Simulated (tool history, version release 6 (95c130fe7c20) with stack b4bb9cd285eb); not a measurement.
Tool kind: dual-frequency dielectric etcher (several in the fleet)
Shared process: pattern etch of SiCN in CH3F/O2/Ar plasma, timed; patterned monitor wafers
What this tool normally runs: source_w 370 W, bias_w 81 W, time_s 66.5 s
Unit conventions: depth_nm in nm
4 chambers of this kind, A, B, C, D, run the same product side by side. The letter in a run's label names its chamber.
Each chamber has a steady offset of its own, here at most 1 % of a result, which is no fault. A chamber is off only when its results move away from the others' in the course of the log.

run	hour	source_w	bias_w	time_s	read-back reference wafer on the same gauge, depth_nm	depth_nm
1B	3.2	370	81	66.5	26.388	25.459
2C	5.4	370	81	66.5	26.392	25.283
# hour 9.7: chamber A: wet clean of the chamber
3D	10.4	370	81	66.5	26.386	25.234
4A	15.0	370	81	66.5	26.376	25.265
5A	19.3	370	81	66.5	26.375	25.239
6C	21.5	370	81	66.5	26.386	25.261
7D	24.7	370	81	66.5	26.370	25.231
8B	28.0	370	81	66.5	26.368	25.421
9D	31.7	370	81	66.5	26.363	25.166
10C	35.6	370	81	66.5	26.360	25.294
11B	38.5	370	81	66.5	26.359	25.417
12A	43.4	310	81	59.0	26.348	20.912
13C	48.2	310	81	59.0	26.357	20.975
14A	51.7	310	81	59.0	26.347	20.876
15D	55.9	310	81	59.0	26.336	20.813
16B	59.7	370	81	66.5	26.327	25.375
17D	62.2	370	81	66.5	26.340	25.172
18A	65.0	370	90	66.5	26.336	26.208
19B	68.0	370	90	66.5	26.334	26.411
20C	71.5	370	90	66.5	26.322	26.182
21B	73.9	370	90	66.5	26.314	26.424
22C	77.9	370	81	66.5	26.321	25.254
23D	80.7	370	81	66.5	26.301	25.101
24A	85.6	430	81	66.5	26.309	26.611
25B	89.6	430	81	66.5	26.308	26.815
26A	94.4	430	81	66.5	26.302	26.611
27D	98.4	430	81	66.5	26.297	26.560
28C	103.2	370	81	66.5	26.288	25.202
29D	107.0	370	81	66.5	26.283	25.066
30A	110.0	370	81	66.5	26.271	25.239
31C	115.1	370	74	66.5	26.284	24.368
32B	118.3	370	74	66.5	26.269	24.499
33C	121.3	370	74	66.5	26.256	24.368
34D	125.0	370	74	66.5	26.269	24.291
35A	129.8	370	81	79.0	26.253	29.829
36B	134.1	370	81	79.0	26.248	30.020
37A	137.5	370	81	79.0	26.261	29.792
38C	139.9	370	81	79.0	26.249	29.855
39B	143.2	370	81	66.5	26.232	25.325
40D	146.9	370	81	66.5	26.246	25.091
41A	151.0	370	81	66.5	26.228	25.018
42B	155.5	370	81	66.5	26.231	25.273
43D	158.1	410	74	66.5	26.225	25.166

The same settings go to every chamber for the next run, one line per chamber below. Forecast the results for each:
44A	161.7	370	72	66.5		?
44B	161.7	370	72	66.5		?
44C	161.7	370	72	66.5		?
44D	161.7	370	72	66.5		?

run	depth_nm
44A	24.008
44B	24.219
44C	24.143
44D	23.968

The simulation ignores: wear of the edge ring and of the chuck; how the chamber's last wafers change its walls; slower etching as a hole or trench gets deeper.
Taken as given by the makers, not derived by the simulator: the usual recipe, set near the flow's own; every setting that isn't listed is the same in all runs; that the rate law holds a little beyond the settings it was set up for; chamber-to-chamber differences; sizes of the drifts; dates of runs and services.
